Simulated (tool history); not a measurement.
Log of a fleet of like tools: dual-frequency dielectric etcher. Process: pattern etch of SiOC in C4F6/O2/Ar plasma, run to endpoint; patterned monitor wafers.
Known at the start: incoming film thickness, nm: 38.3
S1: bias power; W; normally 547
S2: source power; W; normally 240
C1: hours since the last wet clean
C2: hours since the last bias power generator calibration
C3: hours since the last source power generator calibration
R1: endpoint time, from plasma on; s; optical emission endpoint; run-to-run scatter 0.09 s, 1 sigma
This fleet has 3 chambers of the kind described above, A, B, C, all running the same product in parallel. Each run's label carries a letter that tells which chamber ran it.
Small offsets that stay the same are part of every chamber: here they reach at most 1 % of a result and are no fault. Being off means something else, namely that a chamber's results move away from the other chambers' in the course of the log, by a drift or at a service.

run,hour,S1,S2,C1,C2,C3,R1
1A,3.7,547,240,160.9,2519.1,740.9,15.122
2B,7.2,547,240,264.3,2926.9,206.6,15.124
# hour 8.6: chamber C: wet clean of the chamber
3C,10.9,547,240,2.4,770.2,633.6,15.178
4B,15.4,547,240,272.5,2935.1,214.8,15.138
5A,18.1,547,240,175.3,2533.5,755.3,15.104
6C,20.1,547,270,11.6,779.4,642.8,14.431
7B,23.8,547,270,280.9,2943.5,223.2,14.462
8C,28.2,547,270,19.7,787.5,650.9,14.454
9A,30.9,547,240,188.1,2546.3,768.1,14.965
10C,32.9,547,240,24.4,792.2,655.6,15.015
11B,35.4,547,240,292.5,2955.1,234.8,15.074
12A,39.0,547,240,196.2,2554.4,776.2,15.053
13B,41.3,547,240,298.4,2961.0,240.7,15.055
14C,45.0,452,270,36.5,804.3,667.7,15.605
15A,49.0,452,270,206.2,2564.4,786.2,15.498
16A,51.1,452,270,208.3,2566.5,788.3,15.572
17B,54.7,472,260,311.8,2974.4,254.1,15.615
18C,56.9,472,260,48.4,816.2,679.6,15.409
19A,61.2,472,260,218.4,2576.6,798.4,15.402
20C,63.4,547,240,54.9,822.7,686.1,15.031
21B,67.5,547,240,324.6,2987.2,266.9,15.237
22C,69.7,547,240,61.2,829.0,692.4,15.054
23B,73.4,436,260,330.5,2993.1,272.8,15.978
24A,77.6,436,260,234.8,2593.0,814.8,15.765
25A,80.0,436,260,237.2,2595.4,817.2,15.841
26B,82.2,547,240,339.3,3001.9,281.6,15.248
27C,85.1,547,240,76.6,844.4,707.8,15.148
28A,88.4,547,240,245.6,2603.8,825.6,14.967
29C,90.5,639,190,82.0,849.8,713.2,15.390
30B,94.4,639,190,351.5,3014.1,293.8,15.507
31C,98.6,639,190,90.1,857.9,721.3,15.382

Is one chamber off against the others, does the gauge drift, or is nothing wrong? If a chamber is off, say which, and what the likeliest cause is.

The fleet is healthy, with each chamber sitting at its usual small offset and no drift in the gauge.
